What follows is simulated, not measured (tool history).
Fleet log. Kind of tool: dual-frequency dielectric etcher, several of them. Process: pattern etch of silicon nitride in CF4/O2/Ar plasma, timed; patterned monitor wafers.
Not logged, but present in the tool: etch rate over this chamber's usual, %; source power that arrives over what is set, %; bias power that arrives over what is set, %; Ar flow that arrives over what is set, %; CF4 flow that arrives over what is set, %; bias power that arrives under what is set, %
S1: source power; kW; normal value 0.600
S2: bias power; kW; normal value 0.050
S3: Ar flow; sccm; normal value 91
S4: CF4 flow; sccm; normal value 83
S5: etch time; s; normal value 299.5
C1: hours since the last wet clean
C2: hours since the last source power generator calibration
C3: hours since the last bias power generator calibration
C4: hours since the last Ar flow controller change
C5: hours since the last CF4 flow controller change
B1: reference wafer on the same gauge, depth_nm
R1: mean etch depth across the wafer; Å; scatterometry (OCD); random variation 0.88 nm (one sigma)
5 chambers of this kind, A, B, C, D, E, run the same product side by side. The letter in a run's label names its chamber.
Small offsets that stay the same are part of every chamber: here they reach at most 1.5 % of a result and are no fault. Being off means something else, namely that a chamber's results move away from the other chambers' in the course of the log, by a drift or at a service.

| run | day | S1 | S2 | S3 | S4 | S5 | C1 | C2 | C3 | C4 | C5 | B1 | R1 |
|---|---|---|---|---|---|---|---|---|---|---|---|---|---|
| 1D | 0.333 | 0.600 | 0.050 | 91 | 83 | 299.5 | 74.0 | 1905.3 | 937.8 | 120.5 | 183.7 | 621.04 | 6610.3 |
| 2E | 0.854 | 0.600 | 0.050 | 91 | 83 | 299.5 | 405.8 | 1572.1 | 1963.2 | 510.7 | 1330.2 | 621.00 | 6645.6 |
| 3B | 1.171 | 0.600 | 0.050 | 91 | 83 | 299.5 | 69.3 | 3731.4 | 155.2 | 93.7 | 4028.1 | 620.73 | 6552.4 |
|  | 1.238 | chamber C: bias power generator calibrated |
| 4A | 1.808 | 0.600 | 0.050 | 91 | 83 | 299.5 | 172.7 | 2160.9 | 3340.7 | 2689.6 | 681.1 | 620.78 | 6612.5 |
| 5C | 2.288 | 0.600 | 0.050 | 91 | 83 | 299.5 | 306.9 | 833.8 | 25.2 | 1502.3 | 1302.6 | 620.73 | 6678.7 |
| 6D | 2.800 | 0.600 | 0.050 | 91 | 83 | 299.5 | 133.2 | 1964.5 | 997.0 | 179.7 | 242.9 | 620.38 | 6621.3 |
| 7B | 3.200 | 0.600 | 0.050 | 91 | 83 | 299.5 | 118.0 | 3780.1 | 203.9 | 142.4 | 4076.8 | 620.35 | 6569.3 |
| 8A | 3.650 | 0.600 | 0.050 | 91 | 83 | 299.5 | 216.9 | 2205.1 | 3384.9 | 2733.8 | 725.3 | 620.47 | 6599.5 |
| 9E | 4.017 | 0.600 | 0.050 | 91 | 83 | 299.5 | 481.7 | 1648.0 | 2039.1 | 586.6 | 1406.1 | 620.25 | 6657.9 |
| 10C | 4.479 | 0.600 | 0.050 | 91 | 83 | 299.5 | 359.5 | 886.4 | 77.8 | 1554.9 | 1355.2 | 620.16 | 6663.2 |
| 11E | 4.812 | 0.600 | 0.050 | 91 | 83 | 299.5 | 500.8 | 1667.1 | 2058.2 | 605.7 | 1425.2 | 619.77 | 6642.8 |
| 12D | 5.142 | 0.600 | 0.050 | 91 | 83 | 299.5 | 189.4 | 2020.7 | 1053.2 | 235.9 | 299.1 | 619.92 | 6611.1 |
| 13B | 5.521 | 0.740 | 0.050 | 98 | 83 | 299.5 | 173.7 | 3835.8 | 259.6 | 198.1 | 4132.5 | 619.96 | 7772.3 |
| 14C | 5.862 | 0.740 | 0.050 | 98 | 83 | 299.5 | 392.7 | 919.6 | 111.0 | 1588.1 | 1388.4 | 619.86 | 7937.2 |
| 15A | 6.275 | 0.740 | 0.050 | 98 | 83 | 299.5 | 279.9 | 2268.1 | 3447.9 | 2796.8 | 788.3 | 619.84 | 7857.8 |
| 16A | 6.775 | 0.740 | 0.050 | 98 | 83 | 299.5 | 291.9 | 2280.1 | 3459.9 | 2808.8 | 800.3 | 619.76 | 7855.3 |
|  | 6.888 | chamber E: wet clean of the chamber |
| 17D | 7.425 | 0.740 | 0.050 | 98 | 83 | 299.5 | 244.2 | 2075.5 | 1108.0 | 290.7 | 353.9 | 619.60 | 7880.8 |
| 18E | 8.033 | 0.600 | 0.050 | 91 | 83 | 299.5 | 27.6 | 1744.4 | 2135.5 | 683.0 | 1502.5 | 619.42 | 6632.6 |
| 19C | 8.671 | 0.600 | 0.050 | 91 | 83 | 299.5 | 460.1 | 987.0 | 178.4 | 1655.5 | 1455.8 | 619.24 | 6661.5 |
| 20B | 9.104 | 0.600 | 0.050 | 91 | 83 | 299.5 | 259.7 | 3921.8 | 345.6 | 284.1 | 4218.5 | 619.16 | 6542.7 |
| 21B | 9.475 | 0.600 | 0.050 | 91 | 83 | 299.5 | 268.6 | 3930.7 | 354.5 | 293.0 | 4227.4 | 619.14 | 6547.6 |
|  | 9.708 | chamber C: wet clean of the chamber |
| 22A | 10.038 | 0.600 | 0.050 | 91 | 93 | 353.0 | 370.2 | 2358.4 | 3538.2 | 2887.1 | 878.6 | 618.91 | 7907.1 |
| 23C | 10.421 | 0.600 | 0.050 | 91 | 93 | 353.0 | 17.2 | 1029.0 | 220.4 | 1697.5 | 1497.8 | 618.75 | 7956.3 |
| 24E | 10.788 | 0.600 | 0.050 | 91 | 93 | 353.0 | 93.7 | 1810.5 | 2201.6 | 749.1 | 1568.6 | 618.84 | 7928.0 |
| 25D | 11.429 | 0.600 | 0.050 | 91 | 93 | 353.0 | 340.3 | 2171.6 | 1204.1 | 386.8 | 450.0 | 618.68 | 7878.9 |
|  | 11.517 | chamber B: source power generator calibrated |
| 26E | 12.025 | 0.600 | 0.050 | 91 | 93 | 353.0 | 123.4 | 1840.2 | 2231.3 | 778.8 | 1598.3 | 618.73 | 7910.2 |
|  | 12.396 | chamber A: wet clean of the chamber |
| 27B | 12.617 | 0.600 | 0.050 | 91 | 83 | 299.5 | 344.0 | 26.4 | 429.9 | 368.4 | 4302.8 | 618.70 | 6527.9 |
| 28A | 13.096 | 0.690 | 0.050 | 91 | 75 | 299.5 | 16.8 | 2431.8 | 3611.6 | 2960.5 | 952.0 | 618.47 | 7339.1 |
| 29C | 13.638 | 0.690 | 0.050 | 91 | 75 | 299.5 | 94.4 | 1106.2 | 297.6 | 1774.7 | 1575.0 | 618.28 | 7396.1 |
| 30D | 14.271 | 0.690 | 0.050 | 91 | 75 | 299.5 | 408.5 | 2239.8 | 1272.3 | 455.0 | 518.2 | 618.31 | 7349.3 |
| 31D | 14.738 | 0.690 | 0.050 | 91 | 75 | 299.5 | 419.7 | 2251.0 | 1283.5 | 466.2 | 529.4 | 618.08 | 7358.9 |
| 32E | 15.229 | 0.690 | 0.050 | 91 | 75 | 299.5 | 200.3 | 1917.1 | 2308.2 | 855.7 | 1675.2 | 617.73 | 7387.0 |
|  | 15.617 | chamber A: bias power generator calibrated |
| 33C | 15.862 | 0.600 | 0.050 | 91 | 83 | 299.5 | 147.8 | 1159.6 | 351.0 | 1828.1 | 1628.4 | 617.82 | 6632.3 |
| 34B | 16.404 | 0.600 | 0.050 | 91 | 83 | 299.5 | 434.9 | 117.3 | 520.8 | 459.3 | 4393.7 | 617.52 | 6543.1 |
| 35A | 16.854 | 0.600 | 0.050 | 91 | 83 | 299.5 | 107.0 | 2522.0 | 29.8 | 3050.7 | 1042.2 | 617.64 | 6587.9 |

Next, all 5 chambers run the settings below, one line each with question marks for the results. What does each chamber give?
| 36A | 17.346 | 0.600 | 0.050 | 81 | 83 | 299.5 |  |  |  |  |  |  | ? |
| 36B | 17.346 | 0.600 | 0.050 | 81 | 83 | 299.5 |  |  |  |  |  |  | ? |
| 36C | 17.346 | 0.600 | 0.050 | 81 | 83 | 299.5 |  |  |  |  |  |  | ? |
| 36D | 17.346 | 0.600 | 0.050 | 81 | 83 | 299.5 |  |  |  |  |  |  | ? |
| 36E | 17.346 | 0.600 | 0.050 | 81 | 83 | 299.5 |  |  |  |  |  |  | ? |

| run | R1 |
|---|---|
| 36A | 6687.3 |
| 36B | 6626.6 |
| 36C | 6733.5 |
| 36D | 6664.8 |
| 36E | 6726.9 |

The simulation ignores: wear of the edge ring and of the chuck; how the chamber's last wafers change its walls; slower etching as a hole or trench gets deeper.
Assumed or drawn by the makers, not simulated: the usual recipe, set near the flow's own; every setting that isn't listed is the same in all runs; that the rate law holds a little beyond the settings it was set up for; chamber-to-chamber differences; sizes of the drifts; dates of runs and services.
